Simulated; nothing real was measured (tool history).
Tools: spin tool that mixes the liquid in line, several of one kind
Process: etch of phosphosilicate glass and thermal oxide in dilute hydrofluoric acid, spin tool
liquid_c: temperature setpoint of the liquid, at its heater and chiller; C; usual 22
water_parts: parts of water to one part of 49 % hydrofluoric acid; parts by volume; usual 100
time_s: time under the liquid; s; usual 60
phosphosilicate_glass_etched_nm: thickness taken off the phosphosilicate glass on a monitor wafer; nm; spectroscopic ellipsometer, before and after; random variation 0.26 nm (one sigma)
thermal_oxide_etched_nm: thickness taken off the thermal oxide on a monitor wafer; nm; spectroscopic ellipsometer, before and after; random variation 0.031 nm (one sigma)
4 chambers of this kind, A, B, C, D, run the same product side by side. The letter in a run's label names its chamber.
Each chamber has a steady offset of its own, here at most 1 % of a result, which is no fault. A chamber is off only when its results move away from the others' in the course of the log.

run   hour  liquid_c  water_parts  time_s  read-back film thickness of the phosphosilicate glass reference wafer, read on the same gauge (nm)  read-back film thickness of the thermal oxide reference wafer, read on the same gauge (nm)  phosphosilicate_glass_etched_nm  thermal_oxide_etched_nm
 1C    5.0        22          100      60                                                                                             100.020                                                                                      79.957                           53.012                   2.5940
 2D   11.4        22          100      60                                                                                              99.982                                                                                      79.999                           52.783                   2.6374
 3A   16.0        22          100      60                                                                                              99.992                                                                                      80.032                           52.259                   2.6184
      19.8  -- chamber C: hydrofluoric acid flow meter replaced
 4B   19.9        22          100      60                                                                                             100.000                                                                                      80.007                           52.404                   2.5847
 5A   24.8        22          100      60                                                                                              99.991                                                                                      79.997                           52.231                   2.5945
 6B   31.7        22          100      60                                                                                             100.020                                                                                      80.021                           52.316                   2.6022
 7C   39.3        22          100      60                                                                                              99.990                                                                                      79.977                           53.377                   2.5231
 8D   45.6        22          100      60                                                                                              99.993                                                                                      79.980                           52.832                   2.5416
 9D   52.4        22          100      60                                                                                             100.010                                                                                      79.994                           53.052                   2.5785
10C   56.0        22          100      60                                                                                             100.000                                                                                      80.016                           53.355                   2.5409
11A   60.8        22          100      60                                                                                              99.997                                                                                      79.984                           52.375                   2.5912
12B   66.5        22          100      60                                                                                             100.010                                                                                      79.966                           52.380                   2.5777
13B   73.1        22          100      60                                                                                              99.964                                                                                      80.004                           52.734                   2.6347
14C   80.3        22           55      40                                                                                             100.000                                                                                      79.998                           68.434                   3.3068
15A   86.8        22           55      40                                                                                             100.030                                                                                      79.968                           67.329                   3.3543
16D   92.3        22           55      40                                                                                              99.971                                                                                      79.988                           69.076                   3.4511
17C   99.1        22           55      40                                                                                             100.000                                                                                      80.008                           68.556                   3.4099
18D  102.7        22          100      60                                                                                              99.984                                                                                      80.014                           53.081                   2.5764
19A  108.2        22          115      60                                                                                              99.998                                                                                      80.036                           44.578                   2.2474
20B  113.8        22          115      60                                                                                              99.994                                                                                      80.029                           44.570                   2.1693
21B  117.7        22          115      60                                                                                              99.998                                                                                      80.025                           45.006                   2.1798
22A  122.5        22          115      60                                                                                             100.010                                                                                      80.000                           44.704                   2.2696
23D  126.9        22          100      60                                                                                             100.020                                                                                      79.960                           52.969                   2.5900
24C  134.9        22          100      60                                                                                              99.984                                                                                      80.022                           53.728                   2.5798

Next, every chamber runs the same settings. What will each give?
25A  140.6        22          100      60                                                                                                                                                                                                                                ?                        ?
25B  140.6        22          100      60                                                                                                                                                                                                                                ?                        ?
25C  140.6        22          100      60                                                                                                                                                                                                                                ?                        ?
25D  140.6        22          100      60                                                                                                                                                                                                                                ?                        ?

run  phosphosilicate_glass_etched_nm  thermal_oxide_etched_nm
25A                           52.685                   2.5934
25B                           52.355                   2.5598
25C                           53.261                   2.5568
25D                           53.155                   2.6056
